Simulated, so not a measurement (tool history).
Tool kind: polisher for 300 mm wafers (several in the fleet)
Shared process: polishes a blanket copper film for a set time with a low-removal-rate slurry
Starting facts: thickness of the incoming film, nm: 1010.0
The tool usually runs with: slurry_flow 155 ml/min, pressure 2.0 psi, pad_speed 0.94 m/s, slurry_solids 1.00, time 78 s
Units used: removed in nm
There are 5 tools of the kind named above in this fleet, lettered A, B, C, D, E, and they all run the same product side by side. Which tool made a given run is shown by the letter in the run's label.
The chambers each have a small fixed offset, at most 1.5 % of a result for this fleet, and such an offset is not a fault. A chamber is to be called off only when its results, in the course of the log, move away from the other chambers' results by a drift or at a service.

Run 1D, hour 5.0: usual settings. Result: removed 141.27 nm.
Run 2E, hour 13.0: usual settings. Result: removed 141.24 nm.
Run 3A, hour 20.6: usual settings. Result: removed 141.08 nm.
At hour 24.3: chamber C: slurry blender recalibrated.
At hour 28.6: chamber E: slurry nozzle cleaned.
Run 4C, hour 28.8: usual settings. Result: removed 139.74 nm.
Run 5B, hour 35.4: usual settings. Result: removed 142.74 nm.
Run 6E, hour 39.4: usual settings but slurry_solids 0.75. Result: removed 134.84 nm.
Run 7B, hour 45.0: usual settings but slurry_solids 0.75. Result: removed 136.22 nm.
Run 8D, hour 48.7: usual settings but slurry_solids 0.75. Result: removed 133.98 nm.
Run 9A, hour 53.6: usual settings but slurry_solids 0.75. Result: removed 131.60 nm.
At hour 54.1: chamber D: head pressure recalibrated.
At hour 56.2: chamber D: worn pad replaced by a new one.
At hour 59.2: chamber A: slurry nozzle cleaned.
Run 10C, hour 61.6: usual settings but slurry_solids 0.75. Result: removed 133.15 nm.
At hour 63.7: chamber D: slurry blender recalibrated.
Run 11B, hour 69.2: usual settings. Result: removed 143.49 nm.
Run 12D, hour 76.7: usual settings. Result: removed 141.14 nm.
At hour 79.3: chamber B: slurry nozzle cleaned.
Run 13A, hour 84.6: usual settings but pad_speed 0.84 m/s, slurry_solids 1.15. Result: removed 129.42 nm.
Run 14C, hour 88.8: usual settings but pad_speed 0.84 m/s, slurry_solids 1.15. Result: removed 129.49 nm.
Run 15E, hour 92.8: usual settings but pad_speed 0.84 m/s, slurry_solids 1.15. Result: removed 130.11 nm.
At hour 97.0: chamber B: worn pad replaced by a new one.
At hour 99.0: chamber C: worn pad replaced by a new one.
Run 16E, hour 100.6: usual settings but pad_speed 0.84 m/s, slurry_solids 1.15. Result: removed 131.47 nm.
Run 17B, hour 104.4: usual settings but pad_speed 0.84 m/s, slurry_solids 1.15. Result: removed 131.91 nm.
Run 18D, hour 110.6: usual settings. Result: removed 140.23 nm.
Run 19A, hour 114.6: usual settings. Result: removed 140.66 nm.
At hour 117.4: chamber A: head pressure recalibrated.
Run 20C, hour 122.1: usual settings. Result: removed 140.16 nm.
Run 21A, hour 126.1: usual settings. Result: removed 142.43 nm.
Run 22B, hour 132.0: usual settings. Result: removed 142.40 nm.
Run 23D, hour 140.2: usual settings. Result: removed 141.05 nm.
At hour 145.4: chamber A: worn pad replaced by a new one.
Run 24C, hour 147.0: usual settings. Result: removed 140.59 nm.
Run 25E, hour 154.1: usual settings. Result: removed 142.30 nm.
Run 26A, hour 160.8: usual settings. Result: removed 140.74 nm.
At hour 167.8: chamber C: slurry nozzle cleaned.
Run 27E, hour 168.1: usual settings. Result: removed 142.35 nm.
At hour 172.0: chamber E: worn pad replaced by a new one.
Run 28B, hour 172.6: usual settings. Result: removed 142.02 nm.
Run 29D, hour 177.2: usual settings but slurry_solids 1.15. Result: removed 146.46 nm.
At hour 178.4: chamber A: slurry blender recalibrated.
Run 30C, hour 183.5: usual settings but slurry_solids 1.15. Result: removed 146.15 nm.
Run 31C, hour 191.2: usual settings but slurry_solids 1.15. Result: removed 143.38 nm.
Run 32E, hour 196.6: usual settings but slurry_solids 1.15. Result: removed 147.01 nm.
At hour 199.3: chamber D: worn pad replaced by a new one.
Run 33A, hour 204.2: usual settings but slurry_solids 1.15. Result: removed 143.97 nm.
Run 34B, hour 210.7: usual settings. Result: removed 143.28 nm.
Run 35D, hour 217.7: usual settings. Result: removed 141.34 nm.
Run 36C, hour 222.0: usual settings. Result: removed 141.45 nm.
Run 37D, hour 228.2: usual settings. Result: removed 140.94 nm.
Run 38B, hour 235.6: usual settings. Result: removed 142.28 nm.
Run 39A, hour 240.9: usual settings. Result: removed 141.35 nm.
Run 40E, hour 247.0: usual settings. Result: removed 140.64 nm.
Run 41E, hour 251.7: usual settings. Result: removed 142.61 nm.
At hour 257.7: chamber B: worn pad replaced by a new one.
Run 42D, hour 258.6: usual settings but pressure 2.3 psi, time 92 s. Result: removed 190.46 nm.
Run 43A, hour 265.3: usual settings but pressure 2.3 psi, time 92 s. Result: removed 189.92 nm.
Run 44B, hour 272.6: usual settings but pressure 2.3 psi, time 92 s. Result: removed 192.28 nm.

One chamber off, gauge drift, or nothing amiss beyond the chambers' own small offsets? If it is a chamber, which one, and what is the likeliest cause?

No chamber is off and the gauge is stable; the differences are just each chamber's small, constant offset.
